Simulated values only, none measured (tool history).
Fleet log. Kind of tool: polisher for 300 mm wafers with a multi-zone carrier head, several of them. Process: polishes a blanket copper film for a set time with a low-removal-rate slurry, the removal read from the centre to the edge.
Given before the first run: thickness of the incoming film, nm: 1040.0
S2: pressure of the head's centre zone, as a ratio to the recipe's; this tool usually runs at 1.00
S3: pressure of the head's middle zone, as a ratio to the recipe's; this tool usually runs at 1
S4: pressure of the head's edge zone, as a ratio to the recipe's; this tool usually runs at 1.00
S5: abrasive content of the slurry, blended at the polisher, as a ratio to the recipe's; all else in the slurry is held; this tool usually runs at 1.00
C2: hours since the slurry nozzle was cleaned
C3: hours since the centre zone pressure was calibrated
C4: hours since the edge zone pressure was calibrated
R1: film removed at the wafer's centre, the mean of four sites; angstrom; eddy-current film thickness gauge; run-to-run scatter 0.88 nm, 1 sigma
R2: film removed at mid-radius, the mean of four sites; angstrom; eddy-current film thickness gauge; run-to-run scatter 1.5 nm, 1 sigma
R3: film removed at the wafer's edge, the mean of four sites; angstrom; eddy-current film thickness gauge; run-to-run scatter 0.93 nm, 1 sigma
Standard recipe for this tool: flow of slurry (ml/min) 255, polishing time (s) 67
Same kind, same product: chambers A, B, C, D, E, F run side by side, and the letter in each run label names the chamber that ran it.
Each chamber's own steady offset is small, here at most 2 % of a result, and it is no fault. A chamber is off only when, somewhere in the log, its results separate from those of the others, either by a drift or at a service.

-- hour=2.1 chamber F: worn pad replaced by a new one
-- hour=6.3 chamber E: worn pad replaced by a new one
run 1A hour=7.0 | flow_of_slurry_(ml/min)=255 S2=1.00 S3=1 S4=1.00 S5=1.00 polishing_time_(s)=67 | wafers_polished_on_this_pad=269 C2=232.3 C3=88.4 C4=713.0 | R1=1262.7 R2=1270.0 R3=1230.1
-- hour=17.2 chamber C: edge zone pressure recalibrated
run 2D hour=18.3 | flow_of_slurry_(ml/min)=255 S2=1.00 S3=1 S4=1.00 S5=1.00 polishing_time_(s)=67 | wafers_polished_on_this_pad=1001 C2=265.5 C3=242.7 C4=97.1 | R1=1254.0 R2=1240.3 R3=1253.2
run 3F hour=26.0 | flow_of_slurry_(ml/min)=255 S2=1.00 S3=1 S4=1.00 S5=1.00 polishing_time_(s)=67 | wafers_polished_on_this_pad=308 C2=80.0 C3=467.0 C4=440.1 | R1=1244.7 R2=1252.3 R3=1242.1
-- hour=27.8 chamber C: worn pad replaced by a new one
-- hour=29.3 chamber D: worn pad replaced by a new one
-- hour=34.2 chamber B: worn pad replaced by a new one
run 4B hour=36.5 | flow_of_slurry_(ml/min)=255 S2=1.00 S3=1 S4=1.00 S5=1.00 polishing_time_(s)=67 | wafers_polished_on_this_pad=30 C2=189.2 C3=44.3 C4=1045.2 | R1=1264.3 R2=1270.2 R3=1246.1
run 5E hour=48.5 | flow_of_slurry_(ml/min)=210 S2=1.00 S3=1 S4=1.00 S5=0.90 polishing_time_(s)=67 | wafers_polished_on_this_pad=543 C2=547.8 C3=159.1 C4=833.2 | R1=1178.3 R2=1154.9 R3=1224.6
run 6C hour=54.1 | flow_of_slurry_(ml/min)=210 S2=1.00 S3=1 S4=1.00 S5=0.90 polishing_time_(s)=67 | wafers_polished_on_this_pad=338 C2=324.1 C3=245.8 C4=37.0 | R1=1189.8 R2=1193.7 R3=1202.5
run 7C hour=62.2 | flow_of_slurry_(ml/min)=210 S2=1.00 S3=1 S4=1.00 S5=0.90 polishing_time_(s)=67 | wafers_polished_on_this_pad=443 C2=332.2 C3=253.9 C4=45.1 | R1=1208.9 R2=1182.1 R3=1207.0
-- hour=63.5 chamber A: worn pad replaced by a new one
run 8F hour=71.3 | flow_of_slurry_(ml/min)=210 S2=1.00 S3=1 S4=1.00 S5=0.90 polishing_time_(s)=67 | wafers_polished_on_this_pad=892 C2=125.3 C3=512.3 C4=485.4 | R1=1223.6 R2=1181.8 R3=1193.8
run 9B hour=80.3 | flow_of_slurry_(ml/min)=210 S2=1.00 S3=1 S4=1.00 S5=0.90 polishing_time_(s)=67 | wafers_polished_on_this_pad=594 C2=233.0 C3=88.1 C4=1089.0 | R1=1212.2 R2=1191.4 R3=1175.6
run 10A hour=86.2 | flow_of_slurry_(ml/min)=210 S2=1.00 S3=1 S4=1.00 S5=0.90 polishing_time_(s)=67 | wafers_polished_on_this_pad=292 C2=311.5 C3=167.6 C4=792.2 | R1=1191.8 R2=1162.8 R3=1205.7
run 11D hour=91.5 | flow_of_slurry_(ml/min)=255 S2=1.00 S3=1 S4=1.00 S5=1.00 polishing_time_(s)=67 | wafers_polished_on_this_pad=802 C2=338.7 C3=315.9 C4=170.3 | R1=1260.2 R2=1283.3 R3=1239.6
-- hour=98.7 chamber C: worn pad replaced by a new one
run 12E hour=100.1 | flow_of_slurry_(ml/min)=255 S2=1.00 S3=1 S4=1.00 S5=1.00 polishing_time_(s)=67 | wafers_polished_on_this_pad=1207 C2=599.4 C3=210.7 C4=884.8 | R1=1244.4 R2=1255.5 R3=1256.3
-- hour=101.6 chamber F: edge zone pressure recalibrated
run 13D hour=105.4 | flow_of_slurry_(ml/min)=255 S2=1.00 S3=1 S4=1.00 S5=1.00 polishing_time_(s)=67 | wafers_polished_on_this_pad=981 C2=352.6 C3=329.8 C4=184.2 | R1=1257.5 R2=1257.0 R3=1245.2
-- hour=107.1 chamber F: worn pad replaced by a new one
run 14A hour=112.1 | flow_of_slurry_(ml/min)=305 S2=1.00 S3=1 S4=1.00 S5=1.00 polishing_time_(s)=67 | wafers_polished_on_this_pad=625 C2=337.4 C3=193.5 C4=818.1 | R1=1279.8 R2=1282.9 R3=1265.2
-- hour=118.6 chamber B: slurry nozzle cleaned
-- hour=120.3 chamber D: worn pad replaced by a new one
run 15E hour=120.7 | flow_of_slurry_(ml/min)=305 S2=1.00 S3=1 S4=1.00 S5=1.00 polishing_time_(s)=67 | wafers_polished_on_this_pad=1473 C2=620.0 C3=231.3 C4=905.4 | R1=1264.9 R2=1267.9 R3=1280.5
-- hour=127.5 chamber E: worn pad replaced by a new one
run 16C hour=131.6 | flow_of_slurry_(ml/min)=305 S2=1.00 S3=1 S4=1.00 S5=1.00 polishing_time_(s)=67 | wafers_polished_on_this_pad=424 C2=401.6 C3=323.3 C4=114.5 | R1=1276.6 R2=1260.7 R3=1267.7
run 17F hour=137.1 | flow_of_slurry_(ml/min)=305 S2=1.00 S3=1 S4=1.00 S5=1.00 polishing_time_(s)=67 | wafers_polished_on_this_pad=386 C2=191.1 C3=578.1 C4=35.6 | R1=1289.1 R2=1274.8 R3=1268.3
-- hour=138.8 chamber A: worn pad replaced by a new one
run 18B hour=144.3 | flow_of_slurry_(ml/min)=305 S2=1.00 S3=1 S4=1.00 S5=1.00 polishing_time_(s)=67 | wafers_polished_on_this_pad=1419 C2=25.8 C3=152.1 C4=1153.0 | R1=1288.2 R2=1271.1 R3=1262.4
-- hour=152.4 chamber B: worn pad replaced by a new one
run 19B hour=153.4 | flow_of_slurry_(ml/min)=305 S2=1.00 S3=1 S4=1.00 S5=1.00 polishing_time_(s)=67 | wafers_polished_on_this_pad=13 C2=34.9 C3=161.2 C4=1162.1 | R1=1287.3 R2=1279.7 R3=1270.0
-- hour=158.1 chamber C: worn pad replaced by a new one
-- hour=159.5 chamber E: slurry nozzle cleaned
run 20F hour=161.3 | flow_of_slurry_(ml/min)=255 S2=1.00 S3=1 S4=1.00 S5=1.00 polishing_time_(s)=67 | wafers_polished_on_this_pad=698 C2=215.3 C3=602.3 C4=59.8 | R1=1271.9 R2=1240.6 R3=1256.6
-- hour=168.0 chamber B: edge zone pressure recalibrated
run 21C hour=173.0 | flow_of_slurry_(ml/min)=255 S2=1.00 S3=1 S4=1.00 S5=1.00 polishing_time_(s)=67 | wafers_polished_on_this_pad=192 C2=443.0 C3=364.7 C4=155.9 | R1=1253.5 R2=1240.1 R3=1264.4
run 22D hour=179.6 | flow_of_slurry_(ml/min)=255 S2=0.90 S3=1 S4=1.00 S5=1.00 polishing_time_(s)=67 | wafers_polished_on_this_pad=764 C2=426.8 C3=404.0 C4=258.4 | R1=1110.5 R2=1253.6 R3=1243.2
-- hour=180.1 chamber A: slurry nozzle cleaned
run 23A hour=186.1 | flow_of_slurry_(ml/min)=255 S2=0.90 S3=1 S4=1.00 S5=1.00 polishing_time_(s)=67 | wafers_polished_on_this_pad=609 C2=6.0 C3=267.5 C4=892.1 | R1=1123.0 R2=1250.9 R3=1250.3
-- hour=193.8 chamber D: worn pad replaced by a new one
run 24E hour=194.7 | flow_of_slurry_(ml/min)=255 S2=0.90 S3=1 S4=1.00 S5=1.00 polishing_time_(s)=67 | wafers_polished_on_this_pad=865 C2=35.3 C3=305.3 C4=979.4 | R1=1101.9 R2=1213.9 R3=1261.2
run 25E hour=206.3 | flow_of_slurry_(ml/min)=255 S2=0.90 S3=1 S4=1.00 S5=1.00 polishing_time_(s)=67 | wafers_polished_on_this_pad=1015 C2=46.9 C3=316.9 C4=991.0 | R1=1102.7 R2=1245.5 R3=1260.7
run 26F hour=212.6 | flow_of_slurry_(ml/min)=255 S2=0.90 S3=1 S4=1.00 S5=1.00 polishing_time_(s)=67 | wafers_polished_on_this_pad=1359 C2=266.6 C3=653.6 C4=111.1 | R1=1116.0 R2=1242.5 R3=1257.8
-- hour=215.7 chamber F: worn pad replaced by a new one
-- hour=216.1 chamber A: worn pad replaced by a new one
-- hour=220.7 chamber D: centre zone pressure recalibrated
run 27A hour=222.2 | flow_of_slurry_(ml/min)=255 S2=0.90 S3=1 S4=1.00 S5=1.00 polishing_time_(s)=67 | wafers_polished_on_this_pad=78 C2=42.1 C3=303.6 C4=928.2 | R1=1128.6 R2=1257.9 R3=1257.3
-- hour=231.0 chamber C: worn pad replaced by a new one
run 28D hour=232.6 | flow_of_slurry_(ml/min)=255 S2=1.00 S3=1 S4=1.00 S5=1.00 polishing_time_(s)=67 | wafers_polished_on_this_pad=499 C2=479.8 C3=11.9 C4=311.4 | R1=1251.7 R2=1270.2 R3=1236.6
-- hour=241.4 chamber E: worn pad replaced by a new one
run 29B hour=242.9 | flow_of_slurry_(ml/min)=255 S2=1.00 S3=1 S4=1.00 S5=1.00 polishing_time_(s)=67 | wafers_polished_on_this_pad=1165 C2=124.4 C3=250.7 C4=75.0 | R1=1263.9 R2=1271.0 R3=1245.6
run 30C hour=249.5 | flow_of_slurry_(ml/min)=255 S2=1.00 S3=1 S4=0.95 S5=1.00 polishing_time_(s)=67 | wafers_polished_on_this_pad=238 C2=519.5 C3=441.2 C4=232.4 | R1=1231.0 R2=1240.1 R3=1209.8
run 31E hour=255.8 | flow_of_slurry_(ml/min)=255 S2=1.00 S3=1 S4=0.95 S5=1.00 polishing_time_(s)=67 | wafers_polished_on_this_pad=186 C2=96.4 C3=366.4 C4=1040.5 | R1=1240.0 R2=1257.8 R3=1233.8
run 32C hour=264.0 | flow_of_slurry_(ml/min)=255 S2=1.00 S3=1 S4=0.95 S5=1.00 polishing_time_(s)=67 | wafers_polished_on_this_pad=425 C2=534.0 C3=455.7 C4=246.9 | R1=1244.9 R2=1218.0 R3=1216.0
run 33D hour=273.0 | flow_of_slurry_(ml/min)=255 S2=1.00 S3=1 S4=0.95 S5=1.00 polishing_time_(s)=67 | wafers_polished_on_this_pad=1019 C2=520.2 C3=52.3 C4=351.8 | R1=1279.4 R2=1274.0 R3=1205.7
-- hour=278.2 chamber B: worn pad replaced by a new one
run 34F hour=280.3 | flow_of_slurry_(ml/min)=255 S2=1.00 S3=1 S4=0.95 S5=1.00 polishing_time_(s)=67 | wafers_polished_on_this_pad=832 C2=334.3 C3=721.3 C4=178.8 | R1=1252.3 R2=1267.9 R3=1222.6
-- hour=288.5 chamber D: worn pad replaced by a new one
run 35B hour=289.0 | flow_of_slurry_(ml/min)=255 S2=1.00 S3=1 S4=0.95 S5=1.00 polishing_time_(s)=67 | wafers_polished_on_this_pad=140 C2=170.5 C3=296.8 C4=121.1 | R1=1270.6 R2=1263.2 R3=1223.9
-- hour=292.9 chamber F: slurry nozzle cleaned
-- hour=293.9 chamber A: worn pad replaced by a new one
run 36A hour=295.1 | flow_of_slurry_(ml/min)=255 S2=1.00 S3=1 S4=1.00 S5=1.00 polishing_time_(s)=67 | wafers_polished_on_this_pad=16 C2=115.0 C3=376.5 C4=1001.1 | R1=1268.0 R2=1271.5 R3=1256.9
-- hour=303.0 chamber C: worn pad replaced by a new one
run 37E hour=304.8 | flow_of_slurry_(ml/min)=255 S2=1.00 S3=1 S4=1.00 S5=1.00 polishing_time_(s)=67 | wafers_polished_on_this_pad=817 C2=145.4 C3=415.4 C4=1089.5 | R1=1228.5 R2=1256.9 R3=1253.1
run 38B hour=312.2 | flow_of_slurry_(ml/min)=255 S2=1.00 S3=1 S4=1.00 S5=1.00 polishing_time_(s)=67 | wafers_polished_on_this_pad=439 C2=193.7 C3=320.0 C4=144.3 | R1=1255.3 R2=1251.3 R3=1261.0
run 39D hour=319.0 | flow_of_slurry_(ml/min)=255 S2=1.00 S3=1 S4=1.06 S5=0.85 polishing_time_(s)=67 | wafers_polished_on_this_pad=393 C2=566.2 C3=98.3 C4=397.8 | R1=1204.6 R2=1221.3 R3=1242.1
run 40F hour=327.7 | flow_of_slurry_(ml/min)=255 S2=1.00 S3=1 S4=1.06 S5=0.85 polishing_time_(s)=67 | wafers_polished_on_this_pad=1443 C2=34.9 C3=768.7 C4=226.2 | R1=1215.1 R2=1216.9 R3=1246.3
run 41C hour=338.9 | flow_of_slurry_(ml/min)=255 S2=1.00 S3=1 S4=1.06 S5=0.85 polishing_time_(s)=67 | wafers_polished_on_this_pad=462 C2=608.9 C3=530.6 C4=321.8 | R1=1200.2 R2=1198.5 R3=1237.2

The same settings go to every chamber for the next run, one line per chamber below. Forecast the results for each:
run 42A hour=347.6 | flow_of_slurry_(ml/min)=255 S2=1.07 S3=1 S4=1.00 S5=1.00 polishing_time_(s)=67 | R1=? R2=? R3=?
run 42B hour=347.6 | flow_of_slurry_(ml/min)=255 S2=1.07 S3=1 S4=1.00 S5=1.00 polishing_time_(s)=67 | R1=? R2=? R3=?
run 42C hour=347.6 | flow_of_slurry_(ml/min)=255 S2=1.07 S3=1 S4=1.00 S5=1.00 polishing_time_(s)=67 | R1=? R2=? R3=?
run 42D hour=347.6 | flow_of_slurry_(ml/min)=255 S2=1.07 S3=1 S4=1.00 S5=1.00 polishing_time_(s)=67 | R1=? R2=? R3=?
run 42E hour=347.6 | flow_of_slurry_(ml/min)=255 S2=1.07 S3=1 S4=1.00 S5=1.00 polishing_time_(s)=67 | R1=? R2=? R3=?
run 42F hour=347.6 | flow_of_slurry_(ml/min)=255 S2=1.07 S3=1 S4=1.00 S5=1.00 polishing_time_(s)=67 | R1=? R2=? R3=?

run=42A R1=1359.7 R2=1244.2 R3=1243.7
run=42B R1=1366.8 R2=1247.6 R3=1237.4
run=42C R1=1353.5 R2=1259.4 R3=1251.8
run=42D R1=1362.3 R2=1264.9 R3=1237.7
run=42E R1=1328.9 R2=1215.1 R3=1282.9
run=42F R1=1360.9 R2=1239.9 R3=1245.8
